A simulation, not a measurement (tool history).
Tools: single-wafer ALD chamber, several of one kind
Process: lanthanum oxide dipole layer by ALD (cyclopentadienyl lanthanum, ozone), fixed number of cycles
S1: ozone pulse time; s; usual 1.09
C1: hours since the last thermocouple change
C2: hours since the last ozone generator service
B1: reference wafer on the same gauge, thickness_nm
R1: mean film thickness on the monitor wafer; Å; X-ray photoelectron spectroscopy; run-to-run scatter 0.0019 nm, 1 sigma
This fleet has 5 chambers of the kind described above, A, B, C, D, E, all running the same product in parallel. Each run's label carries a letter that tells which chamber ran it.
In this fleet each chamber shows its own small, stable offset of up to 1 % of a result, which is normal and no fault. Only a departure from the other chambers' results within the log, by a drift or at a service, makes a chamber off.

run	hour	S1	C1	C2	B1	R1
1B	7.2	1.09	391.1	504.4	0.60935	5.1089
2A	11.3	1.09	1265.9	192.2	0.60903	5.1535
3E	19.6	1.09	81.2	577.3	0.60914	5.1949
4C	26.8	1.09	1576.9	639.6	0.60904	5.1152
5D	35.0	1.09	726.3	450.0	0.60919	5.1458
6D	42.7	1.09	734.0	457.7	0.60931	5.1400
7A	48.8	1.09	1303.4	229.7	0.60888	5.1752
8E	54.6	1.09	116.2	612.3	0.60921	5.1417
9B	63.6	1.09	447.5	560.8	0.60898	5.0728
10C	70.5	1.09	1620.6	683.3	0.60952	5.1191
11A	78.9	0.95	1333.5	259.8	0.60951	4.9420
12E	84.9	0.95	146.5	642.6	0.60889	4.9357
13C	90.5	0.95	1640.6	703.3	0.60912	4.9209
14B	95.0	0.95	478.9	592.2	0.60926	4.8667
15D	101.1	0.95	792.4	516.1	0.60908	4.9419
16D	109.1	1.09	800.4	524.1	0.60941	5.1461
17B	115.7	1.09	499.6	612.9	0.60896	5.0805
18C	121.6	1.09	1671.7	734.4	0.60920	5.1094
19A	127.0	1.09	1381.6	307.9	0.60865	5.1128
20E	131.3	0.78	192.9	689.0	0.60883	4.5764
21A	139.4	0.78	1394.0	320.3	0.60897	4.5584
22C	145.0	0.78	1695.1	757.8	0.60841	4.5436
23E	149.0	0.78	210.6	706.7	0.60934	4.5682
24B	158.0	0.78	541.9	655.2	0.60944	4.5503
25D	163.5	1.09	854.8	578.5	0.60840	5.1276
26B	172.5	1.09	556.4	669.7	0.60889	5.0994
27E	179.4	1.09	241.0	737.1	0.60911	5.1763
28A	186.1	0.93	1440.7	367.0	0.60862	4.8986
29C	191.6	0.93	1741.7	804.4	0.60923	4.8987
30D	197.8	0.93	889.1	612.8	0.60925	4.9065
31B	203.1	0.93	587.0	700.3	0.60847	4.8387
32E	211.6	0.93	273.2	769.3	0.60882	4.8958
33C	220.0	1.09	1770.1	832.8	0.60916	5.1023
34A	225.3	1.09	1479.9	406.2	0.60899	5.1181
35D	234.2	1.09	925.5	649.2	0.60930	5.1329
36D	241.0	1.09	932.3	656.0	0.60950	5.1716

For the next run the whole fleet of 5 chambers uses the same settings. Give each chamber's results:
37A	247.5	1.09				?
37B	247.5	1.09				?
37C	247.5	1.09				?
37D	247.5	1.09				?
37E	247.5	1.09				?

run	R1
37A	5.1132
37B	5.1282
37C	5.1177
37D	5.1693
37E	5.1553
